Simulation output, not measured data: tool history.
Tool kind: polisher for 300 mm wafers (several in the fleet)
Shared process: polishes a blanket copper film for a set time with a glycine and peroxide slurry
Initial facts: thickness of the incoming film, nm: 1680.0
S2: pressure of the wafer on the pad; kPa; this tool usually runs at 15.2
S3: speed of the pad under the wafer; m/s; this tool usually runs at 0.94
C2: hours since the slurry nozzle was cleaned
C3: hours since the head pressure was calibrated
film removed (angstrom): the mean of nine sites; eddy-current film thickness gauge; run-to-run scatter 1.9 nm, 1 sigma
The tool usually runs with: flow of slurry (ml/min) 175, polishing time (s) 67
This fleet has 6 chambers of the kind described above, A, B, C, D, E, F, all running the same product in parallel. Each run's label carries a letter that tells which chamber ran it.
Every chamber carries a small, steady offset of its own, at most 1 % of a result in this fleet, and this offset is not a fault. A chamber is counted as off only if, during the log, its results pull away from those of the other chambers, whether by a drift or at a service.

-- hour=2.0 chamber C: worn pad replaced by a new one
run 1C hour=4.1 | flow_of_slurry_(ml/min)=175 S2=15.2 S3=0.94 polishing_time_(s)=67 | wafers_polished_on_this_pad=24 C2=121.1 C3=280.0 | film_removed_(angstrom)=2539.4
run 2E hour=7.7 | flow_of_slurry_(ml/min)=175 S2=15.2 S3=0.94 polishing_time_(s)=67 | wafers_polished_on_this_pad=487 C2=183.2 C3=150.5 | film_removed_(angstrom)=2523.4
run 3D hour=11.1 | flow_of_slurry_(ml/min)=175 S2=15.2 S3=0.94 polishing_time_(s)=67 | wafers_polished_on_this_pad=174 C2=268.0 C3=616.5 | film_removed_(angstrom)=2566.2
run 4B hour=14.8 | flow_of_slurry_(ml/min)=175 S2=15.2 S3=0.94 polishing_time_(s)=67 | wafers_polished_on_this_pad=722 C2=529.3 C3=394.5 | film_removed_(angstrom)=2592.1
run 5F hour=19.4 | flow_of_slurry_(ml/min)=175 S2=15.2 S3=0.94 polishing_time_(s)=67 | wafers_polished_on_this_pad=669 C2=506.8 C3=872.4 | film_removed_(angstrom)=2544.1
-- hour=20.4 chamber F: worn pad replaced by a new one
-- hour=22.6 chamber E: worn pad replaced by a new one
run 6A hour=23.5 | flow_of_slurry_(ml/min)=175 S2=15.2 S3=0.94 polishing_time_(s)=67 | wafers_polished_on_this_pad=664 C2=97.5 C3=535.7 | film_removed_(angstrom)=2541.3
run 7C hour=26.4 | flow_of_slurry_(ml/min)=175 S2=15.2 S3=0.64 polishing_time_(s)=48 | wafers_polished_on_this_pad=286 C2=143.4 C3=302.3 | film_removed_(angstrom)=1374.0
-- hour=28.9 chamber B: head pressure recalibrated
run 8F hour=30.4 | flow_of_slurry_(ml/min)=175 S2=15.2 S3=0.64 polishing_time_(s)=48 | wafers_polished_on_this_pad=117 C2=517.8 C3=883.4 | film_removed_(angstrom)=1382.3
run 9D hour=33.1 | flow_of_slurry_(ml/min)=175 S2=15.2 S3=0.64 polishing_time_(s)=48 | wafers_polished_on_this_pad=432 C2=290.0 C3=638.5 | film_removed_(angstrom)=1380.7
-- hour=34.8 chamber A: worn pad replaced by a new one
run 10E hour=35.9 | flow_of_slurry_(ml/min)=175 S2=15.2 S3=0.64 polishing_time_(s)=48 | wafers_polished_on_this_pad=156 C2=211.4 C3=178.7 | film_removed_(angstrom)=1350.4
run 11B hour=40.3 | flow_of_slurry_(ml/min)=175 S2=15.2 S3=0.64 polishing_time_(s)=48 | wafers_polished_on_this_pad=1021 C2=554.8 C3=11.5 | film_removed_(angstrom)=1358.2
run 12A hour=44.4 | flow_of_slurry_(ml/min)=175 S2=15.2 S3=0.64 polishing_time_(s)=48 | wafers_polished_on_this_pad=113 C2=118.4 C3=556.6 | film_removed_(angstrom)=1382.3
-- hour=47.0 chamber F: slurry nozzle cleaned
run 13D hour=47.7 | flow_of_slurry_(ml/min)=175 S2=15.2 S3=0.94 polishing_time_(s)=67 | wafers_polished_on_this_pad=604 C2=304.6 C3=653.1 | film_removed_(angstrom)=2608.5
run 14B hour=52.0 | flow_of_slurry_(ml/min)=175 S2=15.2 S3=0.94 polishing_time_(s)=67 | wafers_polished_on_this_pad=1159 C2=566.5 C3=23.2 | film_removed_(angstrom)=2481.8
run 15C hour=56.2 | flow_of_slurry_(ml/min)=175 S2=15.2 S3=0.94 polishing_time_(s)=67 | wafers_polished_on_this_pad=636 C2=173.2 C3=332.1 | film_removed_(angstrom)=2553.8
run 16E hour=60.2 | flow_of_slurry_(ml/min)=175 S2=15.2 S3=0.94 polishing_time_(s)=45 | wafers_polished_on_this_pad=442 C2=235.7 C3=203.0 | film_removed_(angstrom)=1695.1
run 17F hour=64.8 | flow_of_slurry_(ml/min)=175 S2=15.2 S3=0.94 polishing_time_(s)=45 | wafers_polished_on_this_pad=521 C2=17.9 C3=917.8 | film_removed_(angstrom)=1729.4
run 18A hour=67.6 | flow_of_slurry_(ml/min)=175 S2=15.2 S3=0.94 polishing_time_(s)=45 | wafers_polished_on_this_pad=385 C2=141.6 C3=579.8 | film_removed_(angstrom)=1686.2
-- hour=69.3 chamber E: worn pad replaced by a new one
run 19A hour=71.1 | flow_of_slurry_(ml/min)=175 S2=15.2 S3=0.94 polishing_time_(s)=45 | wafers_polished_on_this_pad=426 C2=145.1 C3=583.3 | film_removed_(angstrom)=1702.3
-- hour=75.4 chamber C: worn pad replaced by a new one
-- hour=76.1 chamber F: worn pad replaced by a new one
run 20B hour=76.3 | flow_of_slurry_(ml/min)=175 S2=15.2 S3=0.94 polishing_time_(s)=45 | wafers_polished_on_this_pad=1444 C2=590.8 C3=47.5 | film_removed_(angstrom)=1657.6
-- hour=76.5 chamber D: worn pad replaced by a new one
run 21D hour=81.0 | flow_of_slurry_(ml/min)=175 S2=15.2 S3=0.94 polishing_time_(s)=45 | wafers_polished_on_this_pad=53 C2=337.9 C3=686.4 | film_removed_(angstrom)=1746.7
run 22E hour=86.2 | flow_of_slurry_(ml/min)=175 S2=15.2 S3=0.94 polishing_time_(s)=67 | wafers_polished_on_this_pad=198 C2=261.7 C3=229.0 | film_removed_(angstrom)=2540.2
run 23F hour=90.8 | flow_of_slurry_(ml/min)=145 S2=12.4 S3=0.94 polishing_time_(s)=67 | wafers_polished_on_this_pad=172 C2=43.9 C3=943.8 | film_removed_(angstrom)=2098.4
run 24C hour=95.9 | flow_of_slurry_(ml/min)=145 S2=12.4 S3=0.94 polishing_time_(s)=67 | wafers_polished_on_this_pad=240 C2=212.9 C3=371.8 | film_removed_(angstrom)=2086.6
-- hour=100.4 chamber A: slurry nozzle cleaned
run 25F hour=101.5 | flow_of_slurry_(ml/min)=145 S2=12.4 S3=0.94 polishing_time_(s)=67 | wafers_polished_on_this_pad=298 C2=54.6 C3=954.5 | film_removed_(angstrom)=2103.7
run 26B hour=106.8 | flow_of_slurry_(ml/min)=145 S2=12.4 S3=0.94 polishing_time_(s)=67 | wafers_polished_on_this_pad=1802 C2=621.3 C3=78.0 | film_removed_(angstrom)=2032.9
run 27A hour=109.7 | flow_of_slurry_(ml/min)=145 S2=12.4 S3=0.94 polishing_time_(s)=67 | wafers_polished_on_this_pad=880 C2=9.3 C3=621.9 | film_removed_(angstrom)=2102.4
-- hour=114.0 chamber A: worn pad replaced by a new one
run 28D hour=114.7 | flow_of_slurry_(ml/min)=145 S2=12.4 S3=0.94 polishing_time_(s)=67 | wafers_polished_on_this_pad=449 C2=371.6 C3=720.1 | film_removed_(angstrom)=2127.9
run 29E hour=118.4 | flow_of_slurry_(ml/min)=175 S2=18.6 S3=0.94 polishing_time_(s)=67 | wafers_polished_on_this_pad=577 C2=293.9 C3=261.2 | film_removed_(angstrom)=2973.7
-- hour=119.2 chamber F: head pressure recalibrated
run 30C hour=121.9 | flow_of_slurry_(ml/min)=175 S2=18.6 S3=0.94 polishing_time_(s)=67 | wafers_polished_on_this_pad=546 C2=238.9 C3=397.8 | film_removed_(angstrom)=2947.3
-- hour=123.3 chamber E: slurry nozzle cleaned
-- hour=124.5 chamber E: worn pad replaced by a new one
run 31A hour=126.8 | flow_of_slurry_(ml/min)=175 S2=18.6 S3=0.94 polishing_time_(s)=67 | wafers_polished_on_this_pad=151 C2=26.4 C3=639.0 | film_removed_(angstrom)=3000.3
run 32D hour=132.6 | flow_of_slurry_(ml/min)=175 S2=18.6 S3=0.94 polishing_time_(s)=67 | wafers_polished_on_this_pad=659 C2=389.5 C3=738.0 | film_removed_(angstrom)=3051.7
-- hour=133.1 chamber D: slurry nozzle cleaned
-- hour=134.0 chamber F: worn pad replaced by a new one
run 33F hour=136.4 | flow_of_slurry_(ml/min)=175 S2=18.6 S3=0.94 polishing_time_(s)=67 | wafers_polished_on_this_pad=28 C2=89.5 C3=17.2 | film_removed_(angstrom)=3018.9
-- hour=136.8 chamber C: worn pad replaced by a new one
run 34E hour=140.3 | flow_of_slurry_(ml/min)=175 S2=18.6 S3=0.94 polishing_time_(s)=67 | wafers_polished_on_this_pad=186 C2=17.1 C3=283.1 | film_removed_(angstrom)=2982.9
run 35B hour=145.7 | flow_of_slurry_(ml/min)=175 S2=15.2 S3=0.94 polishing_time_(s)=67 | wafers_polished_on_this_pad=2259 C2=660.2 C3=116.9 | film_removed_(angstrom)=2417.8
run 36C hour=149.5 | flow_of_slurry_(ml/min)=175 S2=15.2 S3=0.94 polishing_time_(s)=67 | wafers_polished_on_this_pad=149 C2=266.5 C3=425.4 | film_removed_(angstrom)=2537.1
run 37F hour=153.5 | flow_of_slurry_(ml/min)=175 S2=15.2 S3=0.94 polishing_time_(s)=67 | wafers_polished_on_this_pad=229 C2=106.6 C3=34.3 | film_removed_(angstrom)=2560.0
run 38D hour=156.2 | flow_of_slurry_(ml/min)=175 S2=15.2 S3=0.94 polishing_time_(s)=67 | wafers_polished_on_this_pad=936 C2=23.2 C3=761.6 | film_removed_(angstrom)=2541.2
run 39C hour=159.2 | flow_of_slurry_(ml/min)=175 S2=15.2 S3=0.94 polishing_time_(s)=67 | wafers_polished_on_this_pad=263 C2=276.2 C3=435.1 | film_removed_(angstrom)=2529.7
run 40E hour=165.1 | flow_of_slurry_(ml/min)=175 S2=15.2 S3=0.94 polishing_time_(s)=67 | wafers_polished_on_this_pad=477 C2=41.9 C3=307.9 | film_removed_(angstrom)=2516.7
run 41A hour=170.4 | flow_of_slurry_(ml/min)=175 S2=15.2 S3=0.94 polishing_time_(s)=67 | wafers_polished_on_this_pad=663 C2=70.0 C3=682.6 | film_removed_(angstrom)=2571.1
run 42B hour=175.3 | flow_of_slurry_(ml/min)=175 S2=15.2 S3=0.94 polishing_time_(s)=67 | wafers_polished_on_this_pad=2607 C2=689.8 C3=146.5 | film_removed_(angstrom)=2296.0
run 43A hour=178.5 | flow_of_slurry_(ml/min)=175 S2=15.2 S3=0.94 polishing_time_(s)=67 | wafers_polished_on_this_pad=758 C2=78.1 C3=690.7 | film_removed_(angstrom)=2520.2

What goes on in this fleet: one chamber off, a drifting gauge, or nothing beyond the chambers' own small offsets? Name the chamber and the cause, if any.

It is chamber B that slowly wanders off from its peers.
What lies behind it: removal rate lost through wear of the pad, % = 9.33.
The log may not separate it from: slurry flow missing at the pad, %.

Here are 4 candidates for chamber B's next run, each the usual settings with a change, their results left as question marks. Which one brings its results back in line with what the others give on the usual settings?
To be in line, a result may differ from the other chambers' mean on the usual settings by at most: film removed (angstrom) 67.0
run 44B-1 hour=182.7 | flow_of_slurry_(ml/min)=175 S2=15.2 S3=0.98 polishing_time_(s)=71 | film_removed_(angstrom)=?
run 44B-2 hour=182.7 | flow_of_slurry_(ml/min)=175 S2=15.9 S3=0.94 polishing_time_(s)=67 | film_removed_(angstrom)=?
run 44B-3 hour=182.7 | flow_of_slurry_(ml/min)=175 S2=14.5 S3=0.92 polishing_time_(s)=64 | film_removed_(angstrom)=?
run 44B-4 hour=182.7 | flow_of_slurry_(ml/min)=175 S2=15.2 S3=0.92 polishing_time_(s)=66 | film_removed_(angstrom)=?

Other chambers, usual settings, mean: film removed (angstrom) 2545.0
run=44B-1 film_removed_(angstrom)=2515.2
run=44B-2 film_removed_(angstrom)=2379.5
run=44B-3 film_removed_(angstrom)=2082.9
run=44B-4 film_removed_(angstrom)=2226.6
The answer is 44B-1, which returns the chamber to within the allowed miss of the others.
